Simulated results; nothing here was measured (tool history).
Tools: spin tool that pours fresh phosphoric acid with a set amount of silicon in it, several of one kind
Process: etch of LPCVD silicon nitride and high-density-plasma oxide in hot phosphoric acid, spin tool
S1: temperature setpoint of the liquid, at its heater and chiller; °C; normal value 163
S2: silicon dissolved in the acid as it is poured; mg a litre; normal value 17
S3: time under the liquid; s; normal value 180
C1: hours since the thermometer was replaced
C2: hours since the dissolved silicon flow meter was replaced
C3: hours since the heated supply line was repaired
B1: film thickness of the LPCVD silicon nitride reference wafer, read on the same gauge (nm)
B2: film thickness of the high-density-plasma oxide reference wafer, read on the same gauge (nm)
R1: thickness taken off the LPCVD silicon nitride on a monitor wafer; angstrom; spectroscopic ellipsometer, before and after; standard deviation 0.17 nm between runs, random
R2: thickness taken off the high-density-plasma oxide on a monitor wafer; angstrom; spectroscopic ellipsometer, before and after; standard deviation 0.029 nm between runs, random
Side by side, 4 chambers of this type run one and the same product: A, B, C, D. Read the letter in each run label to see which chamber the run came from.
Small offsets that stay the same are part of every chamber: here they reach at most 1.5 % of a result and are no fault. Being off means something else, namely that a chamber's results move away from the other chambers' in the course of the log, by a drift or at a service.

{"run": "1D", "day": 0.425, "S1": 163, "S2": 17, "S3": 180, "C1": 1302.7, "C2": 314.4, "C3": 1407.9, "B1": 110.04, "B2": 39.966, "R1": 163.27, "R2": 2.7979}
{"run": "2A", "day": 0.738, "S1": 163, "S2": 17, "S3": 180, "C1": 278.2, "C2": 635.7, "C3": 459.5, "B1": 110.01, "B2": 40.045, "R1": 166.36, "R2": 3.6713}
{"run": "3C", "day": 1.15, "S1": 163, "S2": 17, "S3": 180, "C1": 111.6, "C2": 299.1, "C3": 913.0, "B1": 110.0, "B2": 40.027, "R1": 165.99, "R2": 3.8645}
{"day": 1.283, "done": "chamber B: dissolved silicon flow meter replaced"}
{"run": "4B", "day": 1.371, "S1": 163, "S2": 17, "S3": 180, "C1": 347.3, "C2": 2.2, "C3": 215.0, "B1": 110.01, "B2": 40.002, "R1": 164.89, "R2": 3.247}
{"run": "5B", "day": 1.812, "S1": 163, "S2": 17, "S3": 180, "C1": 357.9, "C2": 12.8, "C3": 225.6, "B1": 109.99, "B2": 39.962, "R1": 164.14, "R2": 3.4831}
{"run": "6A", "day": 2.312, "S1": 163, "S2": 17, "S3": 180, "C1": 316.0, "C2": 673.5, "C3": 497.3, "B1": 110.01, "B2": 40.033, "R1": 166.05, "R2": 3.3984}
{"day": 2.492, "done": "chamber A: dissolved silicon flow meter replaced"}
{"run": "7D", "day": 2.688, "S1": 162, "S2": 7, "S3": 180, "C1": 1357.0, "C2": 368.7, "C3": 1462.2, "B1": 110.02, "B2": 40.012, "R1": 158.85, "R2": 3.7727}
{"run": "8C", "day": 3.171, "S1": 162, "S2": 7, "S3": 180, "C1": 160.1, "C2": 347.6, "C3": 961.5, "B1": 110.0, "B2": 40.025, "R1": 162.69, "R2": 4.1865}
{"run": "9D", "day": 3.654, "S1": 162, "S2": 7, "S3": 180, "C1": 1380.2, "C2": 391.9, "C3": 1485.4, "B1": 109.97, "B2": 39.987, "R1": 161.54, "R2": 4.0153}
{"run": "10B", "day": 4.15, "S1": 162, "S2": 7, "S3": 180, "C1": 414.0, "C2": 68.9, "C3": 281.7, "B1": 110.01, "B2": 40.039, "R1": 156.98, "R2": 3.9525}
{"run": "11A", "day": 4.429, "S1": 163, "S2": 17, "S3": 180, "C1": 366.8, "C2": 46.6, "C3": 548.1, "B1": 110.02, "B2": 40.019, "R1": 166.94, "R2": 3.0358}
{"run": "12C", "day": 4.846, "S1": 163, "S2": 17, "S3": 180, "C1": 200.3, "C2": 387.8, "C3": 1001.7, "B1": 109.98, "B2": 40.028, "R1": 167.01, "R2": 3.3112}
{"run": "13A", "day": 5.283, "S1": 163, "S2": 17, "S3": 180, "C1": 387.3, "C2": 67.1, "C3": 568.6, "B1": 110.03, "B2": 40.046, "R1": 164.44, "R2": 3.3421}
{"run": "14C", "day": 5.658, "S1": 163, "S2": 17, "S3": 180, "C1": 219.8, "C2": 407.3, "C3": 1021.2, "B1": 110.04, "B2": 39.997, "R1": 166.81, "R2": 3.1561}
{"run": "15B", "day": 5.908, "S1": 163, "S2": 17, "S3": 180, "C1": 456.2, "C2": 111.1, "C3": 323.9, "B1": 109.99, "B2": 40.081, "R1": 158.85, "R2": 2.8252}
{"run": "16D", "day": 6.3, "S1": 163, "S2": 17, "S3": 180, "C1": 1443.7, "C2": 455.4, "C3": 1548.9, "B1": 110.0, "B2": 39.972, "R1": 164.84, "R2": 3.1131}
{"run": "17A", "day": 6.754, "S1": 163, "S2": 17, "S3": 180, "C1": 422.6, "C2": 102.4, "C3": 603.9, "B1": 110.0, "B2": 40.004, "R1": 167.09, "R2": 3.1547}
{"run": "18D", "day": 7.033, "S1": 163, "S2": 12, "S3": 180, "C1": 1461.3, "C2": 473.0, "C3": 1566.5, "B1": 109.95, "B2": 40.026, "R1": 163.39, "R2": 3.5804}
{"run": "19B", "day": 7.454, "S1": 163, "S2": 12, "S3": 180, "C1": 493.3, "C2": 148.2, "C3": 361.0, "B1": 110.02, "B2": 39.979, "R1": 153.46, "R2": 3.2982}
{"run": "20C", "day": 7.792, "S1": 163, "S2": 12, "S3": 180, "C1": 271.0, "C2": 458.5, "C3": 1072.4, "B1": 110.01, "B2": 40.013, "R1": 166.43, "R2": 4.1055}
{"run": "21A", "day": 8.108, "S1": 163, "S2": 12, "S3": 180, "C1": 455.1, "C2": 134.9, "C3": 636.4, "B1": 110.0, "B2": 40.035, "R1": 166.85, "R2": 4.2415}
{"run": "22C", "day": 8.525, "S1": 163, "S2": 17, "S3": 180, "C1": 288.6, "C2": 476.1, "C3": 1090.0, "B1": 110.01, "B2": 39.97, "R1": 164.48, "R2": 3.1157}
{"run": "23D", "day": 9.012, "S1": 163, "S2": 17, "S3": 180, "C1": 1508.8, "C2": 520.5, "C3": 1614.0, "B1": 110.01, "B2": 39.979, "R1": 162.11, "R2": 3.5119}
{"run": "24B", "day": 9.383, "S1": 163, "S2": 17, "S3": 180, "C1": 539.6, "C2": 194.5, "C3": 407.3, "B1": 109.97, "B2": 40.026, "R1": 154.42, "R2": 2.8173}

Each of the 4 chambers runs these same settings next. Fill in every chamber's results:
{"run": "25A", "day": 9.742, "S1": 163, "S2": 17, "S3": 180, "R1": "?", "R2": "?"}
{"run": "25B", "day": 9.742, "S1": 163, "S2": 17, "S3": 180, "R1": "?", "R2": "?"}
{"run": "25C", "day": 9.742, "S1": 163, "S2": 17, "S3": 180, "R1": "?", "R2": "?"}
{"run": "25D", "day": 9.742, "S1": 163, "S2": 17, "S3": 180, "R1": "?", "R2": "?"}

run=25A R1=164.79 R2=3.0696
run=25B R1=151.90 R2=2.9346
run=25C R1=169.32 R2=3.2965
run=25D R1=165.29 R2=3.4310

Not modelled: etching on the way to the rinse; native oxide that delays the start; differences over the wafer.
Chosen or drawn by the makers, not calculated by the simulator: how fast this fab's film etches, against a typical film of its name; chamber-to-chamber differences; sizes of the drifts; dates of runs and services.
